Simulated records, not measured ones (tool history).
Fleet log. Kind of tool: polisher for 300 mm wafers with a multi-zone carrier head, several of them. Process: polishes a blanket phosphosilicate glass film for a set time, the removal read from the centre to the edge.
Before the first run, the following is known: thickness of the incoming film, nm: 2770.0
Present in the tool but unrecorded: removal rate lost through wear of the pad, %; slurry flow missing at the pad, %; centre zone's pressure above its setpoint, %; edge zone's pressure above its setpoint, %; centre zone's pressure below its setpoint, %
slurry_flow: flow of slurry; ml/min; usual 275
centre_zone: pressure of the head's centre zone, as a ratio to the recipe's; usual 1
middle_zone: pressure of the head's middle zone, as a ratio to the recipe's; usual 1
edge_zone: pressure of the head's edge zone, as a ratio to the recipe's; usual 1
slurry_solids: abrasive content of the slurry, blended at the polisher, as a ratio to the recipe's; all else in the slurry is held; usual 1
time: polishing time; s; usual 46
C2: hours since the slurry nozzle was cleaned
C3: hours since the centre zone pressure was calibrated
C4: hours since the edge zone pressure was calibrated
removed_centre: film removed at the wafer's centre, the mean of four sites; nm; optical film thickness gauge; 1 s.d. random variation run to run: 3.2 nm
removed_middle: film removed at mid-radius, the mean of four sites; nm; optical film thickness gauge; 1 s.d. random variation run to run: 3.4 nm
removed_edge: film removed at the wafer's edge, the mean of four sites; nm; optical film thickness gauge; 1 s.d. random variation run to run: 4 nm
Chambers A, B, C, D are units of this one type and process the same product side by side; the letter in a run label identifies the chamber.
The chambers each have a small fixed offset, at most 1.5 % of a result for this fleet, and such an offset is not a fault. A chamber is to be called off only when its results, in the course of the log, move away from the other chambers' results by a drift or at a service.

Run 1A, day 0.146: usual settings; wafers polished on this pad 222; C2 396.1; C3 142.2; C4 11.1. Result: removed_centre 296.45 nm, removed_middle 296.19 nm, removed_edge 305.7 nm.
Run 2B, day 0.442: usual settings; wafers polished on this pad 762; C2 233.2; C3 68.2; C4 939.7. Result: removed_centre 292.22 nm, removed_middle 294.73 nm, removed_edge 293.55 nm.
Run 3C, day 0.575: usual settings; wafers polished on this pad 454; C2 277.8; C3 224.3; C4 470. Result: removed_centre 296.38 nm, removed_middle 289.18 nm, removed_edge 295.57 nm.
At day 0.746: chamber B: worn pad replaced by a new one.
Run 4D, day 0.775: usual settings; wafers polished on this pad 472; C2 254.7; C3 717; C4 711.3. Result: removed_centre 296.53 nm, removed_middle 290.33 nm, removed_edge 291.37 nm.
Run 5C, day 1.054: usual settings; wafers polished on this pad 584; C2 289.3; C3 235.8; C4 481.5. Result: removed_centre 292.99 nm, removed_middle 292.88 nm, removed_edge 299.53 nm.
Run 6A, day 1.304: usual settings; wafers polished on this pad 535; C2 423.9; C3 170; C4 38.9. Result: removed_centre 296.14 nm, removed_middle 303.88 nm, removed_edge 301.54 nm.
Run 7D, day 1.546: usual settings; wafers polished on this pad 680; C2 273.2; C3 735.5; C4 729.8. Result: removed_centre 299.58 nm, removed_middle 295.03 nm, removed_edge 303.45 nm.
Run 8B, day 1.779: usual settings; wafers polished on this pad 279; C2 265.3; C3 100.3; C4 971.8. Result: removed_centre 291.61 nm, removed_middle 300.51 nm, removed_edge 293.12 nm.
At day 1.862: chamber A: worn pad replaced by a new one.
Run 9B, day 1.996: usual settings; wafers polished on this pad 338; C2 270.5; C3 105.5; C4 977. Result: removed_centre 299.69 nm, removed_middle 287.7 nm, removed_edge 293.28 nm.
At day 2.192: chamber D: worn pad replaced by a new one.
Run 10D, day 2.192: usual settings; wafers polished on this pad 0; C2 288.7; C3 751; C4 745.3. Result: removed_centre 296.68 nm, removed_middle 295.82 nm, removed_edge 298.1 nm.
Run 11C, day 2.404: usual settings; wafers polished on this pad 948; C2 321.7; C3 268.2; C4 513.9. Result: removed_centre 295.47 nm, removed_middle 286.42 nm, removed_edge 300.84 nm.
Run 12A, day 2.633: usual settings but slurry_flow 185 ml/min, centre_zone 1.04; wafers polished on this pad 208; C2 455.8; C3 201.9; C4 70.8. Result: removed_centre 296.67 nm, removed_middle 281.65 nm, removed_edge 289.68 nm.
Run 13D, day 2.904: usual settings but slurry_flow 185 ml/min, centre_zone 1.04; wafers polished on this pad 193; C2 305.8; C3 768.1; C4 762.4. Result: removed_centre 292.18 nm, removed_middle 282.5 nm, removed_edge 287.44 nm.
Run 14B, day 3.125: usual settings but slurry_flow 185 ml/min, centre_zone 1.04; wafers polished on this pad 643; C2 297.6; C3 132.6; C4 1004.1. Result: removed_centre 287.77 nm, removed_middle 287.09 nm, removed_edge 288.45 nm.
Run 15C, day 3.262: usual settings but slurry_flow 185 ml/min, centre_zone 1.04; wafers polished on this pad 1180; C2 342.3; C3 288.8; C4 534.5. Result: removed_centre 290.72 nm, removed_middle 274.01 nm, removed_edge 283.7 nm.
Run 16A, day 3.433: usual settings; wafers polished on this pad 424; C2 475; C3 221.1; C4 90. Result: removed_centre 303.38 nm, removed_middle 295.73 nm, removed_edge 303.66 nm.
Run 17D, day 3.583: usual settings; wafers polished on this pad 376; C2 322.1; C3 784.4; C4 778.7. Result: removed_centre 303.68 nm, removed_middle 298.76 nm, removed_edge 295.8 nm.
At day 3.612: chamber B: slurry nozzle cleaned.
At day 3.654: chamber C: worn pad replaced by a new one.
At day 3.742: chamber B: worn pad replaced by a new one.
Run 18A, day 3.783: usual settings but slurry_solids 0.85, time 40 s; wafers polished on this pad 519; C2 483.4; C3 229.5; C4 98.4. Result: removed_centre 240.41 nm, removed_middle 238.61 nm, removed_edge 239.57 nm.
Run 19B, day 3.992: usual settings but slurry_solids 0.85, time 40 s; wafers polished on this pad 67; C2 9.2; C3 153.4; C4 1024.9. Result: removed_centre 238.72 nm, removed_middle 239 nm, removed_edge 234.5 nm.
Run 20C, day 4.188: usual settings but slurry_solids 0.85, time 40 s; wafers polished on this pad 144; C2 364.5; C3 311; C4 556.7. Result: removed_centre 238.45 nm, removed_middle 233.75 nm, removed_edge 236.67 nm.
At day 4.271: chamber A: worn pad replaced by a new one.
Run 21D, day 4.342: usual settings but slurry_solids 0.85, time 40 s; wafers polished on this pad 581; C2 340.3; C3 802.6; C4 796.9. Result: removed_centre 243.02 nm, removed_middle 238.14 nm, removed_edge 242 nm.
Run 22A, day 4.521: usual settings; wafers polished on this pad 68; C2 501.1; C3 247.2; C4 116.1. Result: removed_centre 294.71 nm, removed_middle 295.66 nm, removed_edge 302.69 nm.
Run 23C, day 4.671: usual settings; wafers polished on this pad 275; C2 376.1; C3 322.6; C4 568.3. Result: removed_centre 289.62 nm, removed_middle 291.71 nm, removed_edge 293.64 nm.
Run 24B, day 4.967: usual settings; wafers polished on this pad 330; C2 32.6; C3 176.8; C4 1048.3. Result: removed_centre 292.35 nm, removed_middle 291.93 nm, removed_edge 290.38 nm.
Run 25C, day 5.204: usual settings; wafers polished on this pad 419; C2 388.9; C3 335.4; C4 581.1. Result: removed_centre 294.67 nm, removed_middle 290.52 nm, removed_edge 296.07 nm.
Run 26D, day 5.362: usual settings; wafers polished on this pad 856; C2 364.8; C3 827.1; C4 821.4. Result: removed_centre 292.4 nm, removed_middle 300.15 nm, removed_edge 283.72 nm.

The same settings go to every chamber for the next run, one line per chamber below. Forecast the results for each:
Run 27A, day 5.575: usual settings. Result: removed_centre ?, removed_middle ?, removed_edge ?.
Run 27B, day 5.575: usual settings. Result: removed_centre ?, removed_middle ?, removed_edge ?.
Run 27C, day 5.575: usual settings. Result: removed_centre ?, removed_middle ?, removed_edge ?.
Run 27D, day 5.575: usual settings. Result: removed_centre ?, removed_middle ?, removed_edge ?.

run  removed_centre  removed_middle  removed_edge
27A          301.59          300.64        296.93
27B          295.33          296.87        300.28
27C           293.5          291.69        291.84
27D          295.41          291.52        303.11

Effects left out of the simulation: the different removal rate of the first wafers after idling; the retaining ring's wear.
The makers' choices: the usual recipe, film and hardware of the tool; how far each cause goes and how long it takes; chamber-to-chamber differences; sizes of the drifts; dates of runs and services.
